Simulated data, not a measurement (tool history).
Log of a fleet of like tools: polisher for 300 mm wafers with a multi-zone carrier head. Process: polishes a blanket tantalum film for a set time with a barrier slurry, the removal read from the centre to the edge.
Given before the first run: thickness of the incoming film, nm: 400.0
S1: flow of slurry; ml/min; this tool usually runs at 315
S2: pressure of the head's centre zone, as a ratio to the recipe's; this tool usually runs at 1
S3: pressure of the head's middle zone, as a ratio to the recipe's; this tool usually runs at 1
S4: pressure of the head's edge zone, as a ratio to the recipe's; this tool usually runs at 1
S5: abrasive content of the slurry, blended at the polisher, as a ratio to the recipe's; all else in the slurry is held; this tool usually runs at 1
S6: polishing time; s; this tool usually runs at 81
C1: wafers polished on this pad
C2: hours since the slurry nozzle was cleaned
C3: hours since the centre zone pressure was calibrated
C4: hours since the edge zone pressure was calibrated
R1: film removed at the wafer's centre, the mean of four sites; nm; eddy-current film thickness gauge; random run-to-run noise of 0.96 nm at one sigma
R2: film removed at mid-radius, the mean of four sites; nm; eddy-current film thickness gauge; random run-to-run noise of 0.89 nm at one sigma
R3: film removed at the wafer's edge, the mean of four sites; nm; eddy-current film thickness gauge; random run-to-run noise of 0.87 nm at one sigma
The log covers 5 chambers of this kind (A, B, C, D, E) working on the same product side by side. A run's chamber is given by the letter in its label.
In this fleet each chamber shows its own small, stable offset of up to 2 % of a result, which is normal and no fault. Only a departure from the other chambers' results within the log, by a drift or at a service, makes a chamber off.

| run | day | S1 | S2 | S3 | S4 | S5 | S6 | C1 | C2 | C3 | C4 | R1 | R2 | R3 |
|---|---|---|---|---|---|---|---|---|---|---|---|---|---|---|
| 1E | 0.304 | 315 | 1 | 1 | 1 | 1 | 81 | 754 | 287.7 | 137.9 | 510.1 | 100.72 | 100.5 | 99.759 |
|  | 0.4 | chamber E: worn pad replaced by a new one |
| 2D | 0.833 | 315 | 1 | 1 | 1 | 1 | 81 | 1382 | 61.8 | 688.7 | 326.3 | 101.32 | 100.2 | 98.984 |
|  | 0.912 | chamber D: worn pad replaced by a new one |
| 3C | 1.208 | 315 | 1 | 1 | 1 | 1 | 81 | 514 | 276.9 | 912.1 | 414.5 | 98.816 | 98.864 | 100 |
| 4A | 1.688 | 315 | 1 | 1 | 1 | 1 | 81 | 763 | 95.3 | 928.3 | 1193 | 102.03 | 100.87 | 100.14 |
|  | 1.704 | chamber B: worn pad replaced by a new one |
|  | 1.754 | chamber C: edge zone pressure recalibrated |
| 5B | 2.271 | 315 | 1 | 1 | 1 | 1 | 81 | 169 | 799.8 | 364.4 | 372.1 | 99.471 | 100.48 | 99.305 |
|  | 2.279 | chamber A: worn pad replaced by a new one |
|  | 2.358 | chamber C: worn pad replaced by a new one |
| 6B | 2.721 | 315 | 1 | 1 | 1 | 1 | 72 | 303 | 810.6 | 375.2 | 382.9 | 88.765 | 89.727 | 88.008 |
| 7E | 3.062 | 315 | 1 | 1 | 1 | 1 | 72 | 793 | 353.9 | 204.1 | 576.3 | 90.244 | 87.599 | 88.272 |
|  | 3.092 | chamber E: worn pad replaced by a new one |
| 8A | 3.454 | 315 | 1 | 1 | 1 | 1 | 72 | 350 | 137.7 | 970.7 | 1235.4 | 91.058 | 89.086 | 88.549 |
| 9C | 3.992 | 315 | 1 | 1 | 1 | 1 | 72 | 487 | 343.7 | 978.9 | 53.7 | 89.635 | 89.453 | 88.89 |
|  | 4.212 | chamber A: edge zone pressure recalibrated |
| 10D | 4.358 | 315 | 1 | 1 | 1 | 1 | 72 | 1026 | 146.4 | 773.3 | 410.9 | 88.926 | 88.603 | 88.968 |
|  | 4.5 | chamber C: centre zone pressure recalibrated |
| 11E | 4.825 | 315 | 1 | 1 | 1 | 1 | 81 | 516 | 396.2 | 246.4 | 618.6 | 100.43 | 100.14 | 99.378 |
|  | 4.929 | chamber C: worn pad replaced by a new one |
| 12A | 5.075 | 315 | 1 | 1 | 1 | 1 | 81 | 833 | 176.6 | 1009.6 | 20.8 | 101.38 | 101.03 | 99.947 |
|  | 5.079 | chamber D: worn pad replaced by a new one |
|  | 5.35 | chamber A: worn pad replaced by a new one |
| 13D | 5.65 | 315 | 1 | 1 | 1 | 1 | 81 | 171 | 177.4 | 804.3 | 441.9 | 99.55 | 98.578 | 98.874 |
|  | 5.896 | chamber B: worn pad replaced by a new one |
| 14B | 5.904 | 315 | 1 | 1 | 1 | 1 | 81 | 3 | 887 | 451.6 | 459.3 | 99.25 | 101.71 | 98.85 |
|  | 6.083 | chamber E: worn pad replaced by a new one |
|  | 6.167 | chamber C: slurry nozzle cleaned |
| 15C | 6.3 | 315 | 1 | 1 | 1 | 1 | 81 | 409 | 3.3 | 43.2 | 109.1 | 99.748 | 100.55 | 98.47 |
| 16E | 6.679 | 315 | 1 | 1 | 1 | 1 | 81 | 177 | 440.7 | 290.9 | 663.1 | 101 | 100.3 | 100.27 |
|  | 6.892 | chamber D: slurry nozzle cleaned |
| 17D | 7.104 | 315 | 1 | 1 | 1 | 1 | 81 | 604 | 5.1 | 839.2 | 476.8 | 101.46 | 100.58 | 99.765 |
|  | 7.325 | chamber B: edge zone pressure recalibrated |
| 18A | 7.508 | 315 | 1 | 1 | 1 | 1 | 81 | 643 | 235 | 1068 | 79.2 | 102.08 | 100.7 | 100.03 |
|  | 7.529 | chamber C: worn pad replaced by a new one |
| 19B | 7.95 | 315 | 0.94 | 1 | 1 | 1 | 81 | 612 | 936.1 | 500.7 | 15.1 | 94.659 | 102.3 | 98.43 |
| 20C | 8.212 | 315 | 0.94 | 1 | 1 | 1 | 81 | 203 | 49.2 | 89.1 | 155 | 93.409 | 101.03 | 99.457 |
| 21D | 8.558 | 315 | 0.94 | 1 | 1 | 1 | 81 | 1037 | 40 | 874.1 | 511.7 | 94.902 | 99.569 | 98.824 |
|  | 8.788 | chamber E: edge zone pressure recalibrated |
| 22B | 8.858 | 315 | 0.94 | 1 | 1 | 1 | 81 | 882 | 957.9 | 522.5 | 36.9 | 95.463 | 101.04 | 99.173 |
|  | 8.892 | chamber E: worn pad replaced by a new one |
|  | 9.088 | chamber A: worn pad replaced by a new one |
|  | 9.258 | chamber D: centre zone pressure recalibrated |
| 23A | 9.292 | 315 | 0.94 | 1 | 1 | 1 | 81 | 61 | 277.8 | 1110.8 | 122 | 95.58 | 102.18 | 100.09 |
|  | 9.612 | chamber D: worn pad replaced by a new one |
| 24E | 9.65 | 315 | 1 | 1 | 1 | 1 | 81 | 226 | 512 | 362.2 | 20.7 | 102.43 | 101.47 | 99.164 |
|  | 9.892 | chamber B: worn pad replaced by a new one |
| 25C | 9.95 | 315 | 1 | 1 | 1 | 1 | 81 | 720 | 90.9 | 130.8 | 196.7 | 98.307 | 100.03 | 97.416 |
|  | 10.033 | chamber B: slurry nozzle cleaned |
|  | 10.138 | chamber C: worn pad replaced by a new one |
| 26C | 10.233 | 315 | 1 | 1 | 1 | 1 | 81 | 28 | 97.7 | 137.6 | 203.5 | 101.93 | 99.878 | 98.624 |
| 27B | 10.608 | 315 | 1 | 1 | 1 | 1 | 81 | 213 | 13.9 | 564.5 | 78.9 | 99.538 | 101.17 | 98.724 |
| 28D | 10.95 | 375 | 1 | 1 | 1 | 1 | 81 | 399 | 97.4 | 40.7 | 569.1 | 102.77 | 100.63 | 102.29 |
| 29A | 11.288 | 375 | 1 | 1 | 1 | 1 | 81 | 655 | 325.7 | 1158.7 | 169.9 | 102.91 | 101.12 | 100.68 |
|  | 11.696 | chamber E: worn pad replaced by a new one |
| 30E | 11.792 | 375 | 1 | 1 | 1 | 1 | 81 | 29 | 563.4 | 413.6 | 72.1 | 104.33 | 102.17 | 101.04 |
|  | 11.817 | chamber E: slurry nozzle cleaned |
| 31D | 12.225 | 375 | 1 | 1 | 1 | 1 | 81 | 779 | 128 | 71.3 | 599.7 | 104.18 | 100.18 | 101.39 |
|  | 12.588 | chamber A: worn pad replaced by a new one |
| 32B | 12.596 | 375 | 1 | 1 | 1 | 1 | 81 | 805 | 61.6 | 612.2 | 126.6 | 103.95 | 103.79 | 99.206 |
|  | 12.612 | chamber C: worn pad replaced by a new one |
| 33A | 13.071 | 315 | 1.05 | 1 | 1 | 1.25 | 81 | 144 | 368.5 | 1201.5 | 212.7 | 113.55 | 105.36 | 105.74 |
| 34E | 13.621 | 315 | 1.05 | 1 | 1 | 1.25 | 81 | 574 | 43.3 | 457.5 | 116 | 111.36 | 106.79 | 104.7 |
| 35C | 14.171 | 315 | 1.05 | 1 | 1 | 1.25 | 81 | 464 | 192.2 | 232.1 | 298 | 112.95 | 106.02 | 102.7 |
|  | 14.217 | chamber B: worn pad replaced by a new one |
| 36B | 14.533 | 315 | 1.05 | 1 | 1 | 1.25 | 81 | 94 | 108.1 | 658.7 | 173.1 | 113.19 | 107.56 | 104.76 |

Which is it: a chamber that has drifted or been left off by a service, a gauge drift common to all chambers, or only each chamber's usual small offset? If a chamber is off, name it and its likeliest cause.

All chambers stay in line apart from their small fixed offsets, and the gauge does not drift.
